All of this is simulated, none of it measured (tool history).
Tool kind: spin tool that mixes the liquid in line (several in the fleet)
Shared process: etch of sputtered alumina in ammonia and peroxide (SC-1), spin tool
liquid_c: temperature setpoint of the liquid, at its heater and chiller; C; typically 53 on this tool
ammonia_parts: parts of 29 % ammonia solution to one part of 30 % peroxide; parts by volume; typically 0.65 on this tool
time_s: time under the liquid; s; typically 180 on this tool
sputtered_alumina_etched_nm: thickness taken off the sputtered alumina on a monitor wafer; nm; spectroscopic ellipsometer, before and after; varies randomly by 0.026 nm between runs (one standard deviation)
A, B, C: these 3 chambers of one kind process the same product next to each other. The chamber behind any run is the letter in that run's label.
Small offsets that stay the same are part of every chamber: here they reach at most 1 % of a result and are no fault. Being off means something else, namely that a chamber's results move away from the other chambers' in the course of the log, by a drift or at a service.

| run | day | liquid_c | ammonia_parts | time_s | hours since the thermometer was replaced | hours since the ammonia flow meter was replaced | hours since the heated supply line was repaired | hours since the drum of ammonia solution was connected | read-back film thickness of the sputtered alumina reference wafer, read on the same gauge (nm) | sputtered_alumina_etched_nm |
|---|---|---|---|---|---|---|---|---|---|---|
| 1A | 0.217 | 53 | 0.65 | 180 | 907.1 | 858.8 | 376 | 54.4 | 89.999 | 8.6372 |
| 2B | 0.629 | 53 | 0.65 | 180 | 532.4 | 197.5 | 1250.7 | 47.1 | 89.987 | 8.5853 |
| 3C | 0.888 | 53 | 0.65 | 180 | 588.6 | 282.2 | 2545.3 | 387 | 90.004 | 8.6679 |
| 4A | 1.321 | 53 | 0.65 | 180 | 933.6 | 885.3 | 402.5 | 80.9 | 90.002 | 8.5678 |
| 5C | 1.717 | 53 | 0.65 | 180 | 608.5 | 302.1 | 2565.2 | 406.9 | 90.022 | 8.6157 |
| 6B | 2.092 | 53 | 0.65 | 180 | 567.5 | 232.6 | 1285.8 | 82.2 | 90.009 | 8.5172 |
| 7B | 2.408 | 53 | 0.65 | 180 | 575.1 | 240.2 | 1293.4 | 89.8 | 90.007 | 8.5342 |
| 8C | 2.804 | 53 | 0.65 | 180 | 634.6 | 328.2 | 2591.3 | 433 | 89.976 | 8.6196 |
| 9A | 3.15 | 53 | 0.65 | 180 | 977.5 | 929.2 | 446.4 | 124.8 | 90.019 | 8.6358 |
| 10B | 3.558 | 53 | 0.65 | 180 | 602.7 | 267.8 | 1321 | 117.4 | 90.022 | 8.5549 |
| 11C | 3.954 | 53 | 0.65 | 180 | 662.2 | 355.8 | 2618.9 | 460.6 | 89.972 | 8.5938 |
| 12A | 4.229 | 53 | 0.65 | 180 | 1003.4 | 955.1 | 472.3 | 150.7 | 89.98 | 8.6555 |
| 13B | 4.608 | 53 | 0.65 | 180 | 627.9 | 293 | 1346.2 | 142.6 | 89.99 | 8.5895 |
| 14A | 4.875 | 53 | 0.65 | 180 | 1018.9 | 970.6 | 487.8 | 166.2 | 89.986 | 8.568 |
| 15C | 5.233 | 53 | 0.65 | 180 | 692.9 | 386.5 | 2649.6 | 491.3 | 90.007 | 8.5966 |
| 16C | 5.662 | 53 | 0.65 | 180 | 703.2 | 396.8 | 2659.9 | 501.6 | 90.011 | 8.6119 |
|  | 5.862 | chamber C: new drum of ammonia solution connected |
| 17B | 5.925 | 56.5 | 0.65 | 180 | 659.5 | 324.6 | 1377.8 | 174.2 | 90.007 | 10.274 |
| 18A | 6.283 | 56.5 | 0.65 | 180 | 1052.7 | 1004.4 | 521.6 | 200 | 90.028 | 10.393 |
| 19B | 6.683 | 56.5 | 0.65 | 180 | 677.7 | 342.8 | 1396 | 192.4 | 89.983 | 10.272 |
| 20C | 7.121 | 53 | 0.65 | 180 | 738.2 | 431.8 | 2694.9 | 30.2 | 90.01 | 8.6611 |
| 21A | 7.496 | 53 | 0.65 | 180 | 1081.8 | 1033.5 | 550.7 | 229.1 | 89.965 | 8.6342 |
| 22A | 7.862 | 53 | 0.65 | 180 | 1090.6 | 1042.3 | 559.5 | 237.9 | 89.984 | 8.5739 |
| 23B | 8.108 | 53 | 0.65 | 180 | 711.9 | 377 | 1430.2 | 226.6 | 90.007 | 8.4365 |
| 24C | 8.408 | 53 | 0.65 | 180 | 769.1 | 462.7 | 2725.8 | 61.1 | 89.985 | 8.6087 |
| 25B | 8.608 | 53 | 0.65 | 180 | 723.9 | 389 | 1442.2 | 238.6 | 89.992 | 8.4695 |
| 26A | 8.808 | 53 | 0.65 | 180 | 1113.3 | 1065 | 582.2 | 260.6 | 89.981 | 8.5877 |
| 27C | 9.162 | 53 | 0.65 | 180 | 787.2 | 480.8 | 2743.9 | 79.2 | 89.989 | 8.6206 |
| 28B | 9.375 | 53 | 0.65 | 180 | 742.3 | 407.4 | 1460.6 | 257 | 90.001 | 8.4948 |
| 29A | 9.575 | 53 | 0.65 | 180 | 1131.7 | 1083.4 | 600.6 | 279 | 90.019 | 8.6273 |
| 30C | 9.879 | 53 | 0.65 | 180 | 804.4 | 498 | 2761.1 | 96.4 | 90.039 | 8.6062 |
| 31A | 10.133 | 53 | 0.65 | 180 | 1145.1 | 1096.8 | 614 | 292.4 | 90.021 | 8.601 |
| 32C | 10.554 | 53 | 0.65 | 180 | 820.6 | 514.2 | 2777.3 | 112.6 | 89.99 | 8.6676 |
| 33B | 10.971 | 53 | 0.65 | 180 | 780.6 | 445.7 | 1498.9 | 295.3 | 90.005 | 8.3467 |
| 34A | 11.317 | 53 | 0.65 | 180 | 1173.5 | 1125.2 | 642.4 | 320.8 | 90.014 | 8.5988 |

For the next run the whole fleet of 3 chambers uses the same settings. Give each chamber's results:
| 35A | 11.638 | 53 | 0.65 | 180 |  |  |  |  |  | ? |
| 35B | 11.638 | 53 | 0.65 | 180 |  |  |  |  |  | ? |
| 35C | 11.638 | 53 | 0.65 | 180 |  |  |  |  |  | ? |

| run | sputtered_alumina_etched_nm |
|---|---|
| 35A | 8.5422 |
| 35B | 8.4153 |
| 35C | 8.5984 |

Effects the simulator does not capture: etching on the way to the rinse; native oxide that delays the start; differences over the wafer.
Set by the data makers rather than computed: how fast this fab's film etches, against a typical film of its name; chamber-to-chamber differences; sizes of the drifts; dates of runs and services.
